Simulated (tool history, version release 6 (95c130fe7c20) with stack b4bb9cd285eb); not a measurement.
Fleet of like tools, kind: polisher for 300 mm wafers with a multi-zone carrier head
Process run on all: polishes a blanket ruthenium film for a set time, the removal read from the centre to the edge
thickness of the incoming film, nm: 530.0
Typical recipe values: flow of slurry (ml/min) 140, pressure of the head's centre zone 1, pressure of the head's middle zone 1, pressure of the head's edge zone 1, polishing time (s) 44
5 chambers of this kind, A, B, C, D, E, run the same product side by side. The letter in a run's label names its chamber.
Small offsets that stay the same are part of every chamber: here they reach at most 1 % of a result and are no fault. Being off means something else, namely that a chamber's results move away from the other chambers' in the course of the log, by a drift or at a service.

| run | hour | flow of slurry (ml/min) | pressure of the head's centre zone | pressure of the head's middle zone | pressure of the head's edge zone | polishing time (s) | film removed at the wafer's centre (angstrom) | film removed at mid-radius (angstrom) | film removed at the wafer's edge (angstrom) |
|---|---|---|---|---|---|---|---|---|---|
|  | 0.5 | chamber A: worn pad replaced by a new one |
|  | 3.2 | chamber A: slurry nozzle cleaned |
| 1D | 3.2 | 140 | 1 | 1 | 1 | 44 | 379.69 | 383.73 | 381.17 |
| 2B | 7.7 | 140 | 1 | 1 | 1 | 44 | 381.73 | 375.31 | 378.69 |
|  | 8.6 | chamber D: worn pad replaced by a new one |
|  | 10.7 | chamber B: centre zone pressure recalibrated |
| 3C | 12.1 | 140 | 1 | 1 | 1 | 44 | 380.53 | 371.29 | 371.72 |
| 4E | 16.4 | 140 | 1 | 1 | 1 | 44 | 373.2 | 377.24 | 383.5 |
| 5A | 20.7 | 140 | 1 | 1 | 1 | 44 | 378.85 | 374.78 | 381.06 |
|  | 24.7 | chamber B: worn pad replaced by a new one |
| 6B | 25.1 | 140 | 1 | 1 | 1 | 44 | 378.16 | 380.33 | 373.97 |
| 7E | 28.7 | 140 | 1 | 1 | 1 | 44 | 381.86 | 373.84 | 383.91 |
| 8C | 33.3 | 140 | 1 | 1 | 0.93 | 44 | 381.02 | 378.71 | 356.16 |
| 9D | 38.2 | 140 | 1 | 1 | 0.93 | 44 | 384.15 | 375.47 | 356.12 |
|  | 41.6 | chamber E: worn pad replaced by a new one |
| 10A | 42.5 | 140 | 1 | 1 | 0.93 | 44 | 374.7 | 365.17 | 365.26 |
| 11B | 46.7 | 140 | 1 | 1 | 0.93 | 44 | 379.9 | 381.75 | 359.11 |
| 12C | 51.5 | 140 | 1 | 1 | 0.93 | 44 | 378.17 | 380.85 | 354.29 |
|  | 54.3 | chamber D: worn pad replaced by a new one |
| 13D | 54.4 | 140 | 1 | 1 | 1 | 44 | 385.28 | 377.31 | 382.25 |
| 14E | 58.1 | 140 | 1 | 1 | 1 | 44 | 381.86 | 377.66 | 375.01 |
|  | 59.3 | chamber C: worn pad replaced by a new one |
| 15A | 60.9 | 140 | 1 | 1 | 1 | 44 | 379.52 | 378.74 | 366.63 |
| 16D | 64.1 | 140 | 1 | 1 | 1 | 44 | 379.95 | 375.94 | 377.27 |
| 17A | 68 | 140 | 1 | 1 | 1 | 44 | 376.35 | 373.46 | 380.94 |
| 18E | 72.9 | 140 | 1 | 1 | 1 | 44 | 377.14 | 376.44 | 374.31 |
| 19C | 77.6 | 140 | 1 | 1 | 1 | 44 | 380.27 | 374.94 | 367.81 |
|  | 78.5 | chamber A: edge zone pressure recalibrated |
| 20B | 81.4 | 140 | 1 | 1 | 1 | 44 | 378.85 | 381.03 | 369.93 |
| 21E | 84.4 | 140 | 1 | 1 | 1 | 44 | 377.19 | 381.68 | 375.01 |
| 22D | 87.8 | 140 | 1 | 1 | 1 | 44 | 382.29 | 369.07 | 374.28 |
| 23A | 90.9 | 140 | 1 | 1 | 1 | 44 | 378.72 | 375.43 | 383.12 |
|  | 94.5 | chamber A: worn pad replaced by a new one |
| 24C | 95.5 | 140 | 1 | 1 | 1 | 44 | 383.98 | 371.88 | 380.9 |
| 25B | 100.6 | 140 | 1 | 1 | 1 | 44 | 372.93 | 379.23 | 369.43 |
| 26A | 104.3 | 110 | 1 | 1 | 1 | 44 | 351.57 | 353.84 | 368.18 |
|  | 109.3 | chamber D: slurry nozzle cleaned |
|  | 109.5 | chamber D: worn pad replaced by a new one |
| 27C | 109.6 | 110 | 1 | 1 | 1 | 44 | 359.23 | 352.31 | 363.21 |
| 28B | 113.2 | 110 | 1 | 1 | 1 | 44 | 351.81 | 359.02 | 357.76 |
| 29E | 118.8 | 110 | 1 | 1 | 1 | 44 | 351.38 | 354.95 | 364 |
| 30D | 121.7 | 110 | 1 | 1 | 1 | 44 | 356.28 | 356.67 | 355.8 |
| 31B | 125.3 | 140 | 1 | 1 | 1 | 44 | 377.45 | 389.68 | 380.52 |

Decide between three cases: one chamber stands off from its peers, the gauge reading all wafers drifts, or nothing is wrong past each chamber's small offset. Where a chamber is off, say which and what most likely put it there.

Beyond each chamber's small constant offset nothing stands out, and the gauge stays steady.
